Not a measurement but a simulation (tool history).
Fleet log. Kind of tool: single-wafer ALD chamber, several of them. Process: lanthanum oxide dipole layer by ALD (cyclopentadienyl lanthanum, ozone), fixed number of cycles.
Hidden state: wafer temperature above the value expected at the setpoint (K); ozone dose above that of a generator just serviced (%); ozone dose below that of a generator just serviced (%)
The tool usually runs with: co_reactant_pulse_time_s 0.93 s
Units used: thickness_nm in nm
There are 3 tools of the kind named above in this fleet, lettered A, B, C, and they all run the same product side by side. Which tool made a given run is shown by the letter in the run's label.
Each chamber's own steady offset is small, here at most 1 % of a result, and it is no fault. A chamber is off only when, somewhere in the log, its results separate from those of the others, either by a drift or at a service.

run,hour,co_reactant_pulse_time_s,hours since the last thermocouple change,hours since the last ozone generator service,"read-back reference wafer on the same gauge, thickness_nm",thickness_nm
1A,15.2,0.93,92.4,121.1,0.47297,0.4823
2B,27.7,0.93,2260,189.8,0.47296,0.48713
3C,37.9,0.93,779.5,181.4,0.47268,0.48646
4A,53.4,0.93,130.6,159.3,0.47262,0.48211
5B,68.5,0.93,2300.8,230.6,0.47255,0.48765
6C,78.7,0.93,820.3,222.2,0.47275,0.48212
7A,87.4,0.93,164.6,193.3,0.47246,0.48536
8B,103.3,0.93,2335.6,265.4,0.47335,0.48344
9C,119.2,0.93,860.8,262.7,0.47284,0.48793
10A,128.4,0.93,205.6,234.3,0.47317,0.483
11C,136.3,0.93,877.9,279.8,0.47292,0.48475
12B,144.6,0.93,2376.9,306.7,0.47337,0.48557
13A,158.6,0.93,235.8,264.5,0.4729,0.48596
14B,173.8,0.93,2406.1,335.9,0.47272,0.48377
# hour 174.2: chamber C: thermocouple changed; heater temperature recalibrated
15C,185.6,0.93,11.5,329.1,0.47307,0.48543
16C,202,0.93,27.9,345.5,0.47324,0.48407
17B,212.7,0.93,2445,374.8,0.47317,0.48323
18A,227.5,0.93,304.7,333.4,0.47297,0.48364
19C,240.7,0.93,66.6,384.2,0.47295,0.48548
20B,249.4,0.93,2481.7,411.5,0.4722,0.48297
21A,260.8,0.93,338,366.7,0.47272,0.48634
22C,272.1,0.93,98,415.6,0.4738,0.48356
23A,287.6,0.93,364.8,393.5,0.47278,0.48863
24B,300.3,0.93,2532.6,462.4,0.47312,0.48538
25A,312.3,0.93,389.5,418.2,0.47324,0.48309
26C,327.5,0.93,153.4,471,0.47307,0.48057
27B,339.4,1.05,2571.7,501.5,0.47302,0.50959
28C,351.4,1.05,177.3,494.9,0.4724,0.50135
29B,361.6,1.05,2593.9,523.7,0.47309,0.5049
30A,375.8,0.93,453,481.7,0.47297,0.48429
31C,391.2,0.93,217.1,534.7,0.47322,0.48844

Which is it: a chamber that has drifted or been left off by a service, a gauge drift common to all chambers, or only each chamber's usual small offset? If a chamber is off, name it and its likeliest cause.

Beyond each chamber's small constant offset nothing stands out, and the gauge stays steady.

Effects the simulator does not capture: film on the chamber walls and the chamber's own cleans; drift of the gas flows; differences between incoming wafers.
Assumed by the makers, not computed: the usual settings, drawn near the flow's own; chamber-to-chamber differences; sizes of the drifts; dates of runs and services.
